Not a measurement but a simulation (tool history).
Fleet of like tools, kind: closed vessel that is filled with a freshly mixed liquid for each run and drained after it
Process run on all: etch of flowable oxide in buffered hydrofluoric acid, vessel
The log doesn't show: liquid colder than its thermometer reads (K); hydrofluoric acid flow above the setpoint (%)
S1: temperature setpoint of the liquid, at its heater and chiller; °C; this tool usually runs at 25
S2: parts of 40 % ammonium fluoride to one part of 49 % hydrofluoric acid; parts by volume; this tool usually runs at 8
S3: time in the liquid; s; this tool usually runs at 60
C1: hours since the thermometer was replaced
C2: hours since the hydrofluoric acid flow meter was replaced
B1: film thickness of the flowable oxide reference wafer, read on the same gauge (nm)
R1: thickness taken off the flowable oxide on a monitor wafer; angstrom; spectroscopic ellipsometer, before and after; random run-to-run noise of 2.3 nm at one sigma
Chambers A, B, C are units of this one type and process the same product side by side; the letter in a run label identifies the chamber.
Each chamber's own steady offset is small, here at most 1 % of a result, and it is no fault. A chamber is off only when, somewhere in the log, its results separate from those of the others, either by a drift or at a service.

run	day	S1	S2	S3	C1	C2	B1	R1
1B	0.112	25	8	60	2198.0	369.2	89.993	3785.1
2A	0.321	25	8	60	1730.4	447.7	89.960	3833.2
3C	0.542	25	8	60	45.0	1858.3	90.001	3812.1
4C	0.788	25	8	60	50.9	1864.2	89.981	3796.6
5A	0.929	25	8	60	1745.0	462.3	90.004	3785.6
6B	1.158	25	8	60	2223.1	394.3	90.003	3822.9
7A	1.300	25	8	60	1753.9	471.2	90.023	3852.8
8B	1.488	25	8	60	2231.0	402.2	89.986	3839.6
9C	1.658	25	8	60	71.8	1885.1	89.994	3800.6
10C	1.850	25	8	60	76.4	1889.7	89.983	3808.0
11A	2.083	25	8	60	1772.7	490.0	89.982	3833.7
12B	2.300	25	8	60	2250.5	421.7	89.994	3800.3
13C	2.529	25	8	60	92.7	1906.0	89.999	3796.7
14A	2.671	25	8	60	1786.8	504.1	90.018	3890.9
15B	2.904	25	8	60	2265.0	436.2	89.998	3818.7
16A	3.104	25	8	60	1797.2	514.5	89.973	3910.1
17C	3.354	25	8	60	112.5	1925.8	89.959	3757.4
18B	3.600	25	8	60	2281.7	452.9	89.992	3787.0
19C	3.750	25	8	60	122.0	1935.3	89.998	3826.2
20B	3.883	25	8	60	2288.5	459.7	89.998	3832.1
21A	4.008	25	8	60	1818.9	536.2	90.047	3992.9
22C	4.250	25	8	60	134.0	1947.3	89.992	3761.9
23B	4.454	25	8	60	2302.2	473.4	89.974	3829.7
24A	4.621	25	8	60	1833.6	550.9	89.951	4035.3
25B	4.746	25	8	60	2309.2	480.4	90.024	3863.9
26A	4.912	25	8	60	1840.6	557.9	89.975	4073.2
27C	5.129	25	8	60	155.1	1968.4	90.028	3781.0
28C	5.288	25	8	60	158.9	1972.2	89.973	3777.3
29B	5.508	25	8	60	2327.5	498.7	90.030	3826.9
30A	5.746	25	8	60	1860.6	577.9	90.016	4085.2
31A	5.946	25	8	60	1865.4	582.7	90.049	4144.7
32B	6.096	25	8	60	2341.6	512.8	89.982	3845.3
33C	6.242	28	8	60	181.8	1995.1	90.020	4439.4
34C	6.375	28	8	60	185.0	1998.3	89.946	4419.5
35A	6.612	28	8	60	1881.4	598.7	90.002	4849.8

Each of the 3 chambers runs these same settings next. Fill in every chamber's results:
36A	6.796	25	8	60				?
36B	6.796	25	8	60				?
36C	6.796	25	8	60				?

run	R1
36A	4174.0
36B	3791.0
36C	3809.1

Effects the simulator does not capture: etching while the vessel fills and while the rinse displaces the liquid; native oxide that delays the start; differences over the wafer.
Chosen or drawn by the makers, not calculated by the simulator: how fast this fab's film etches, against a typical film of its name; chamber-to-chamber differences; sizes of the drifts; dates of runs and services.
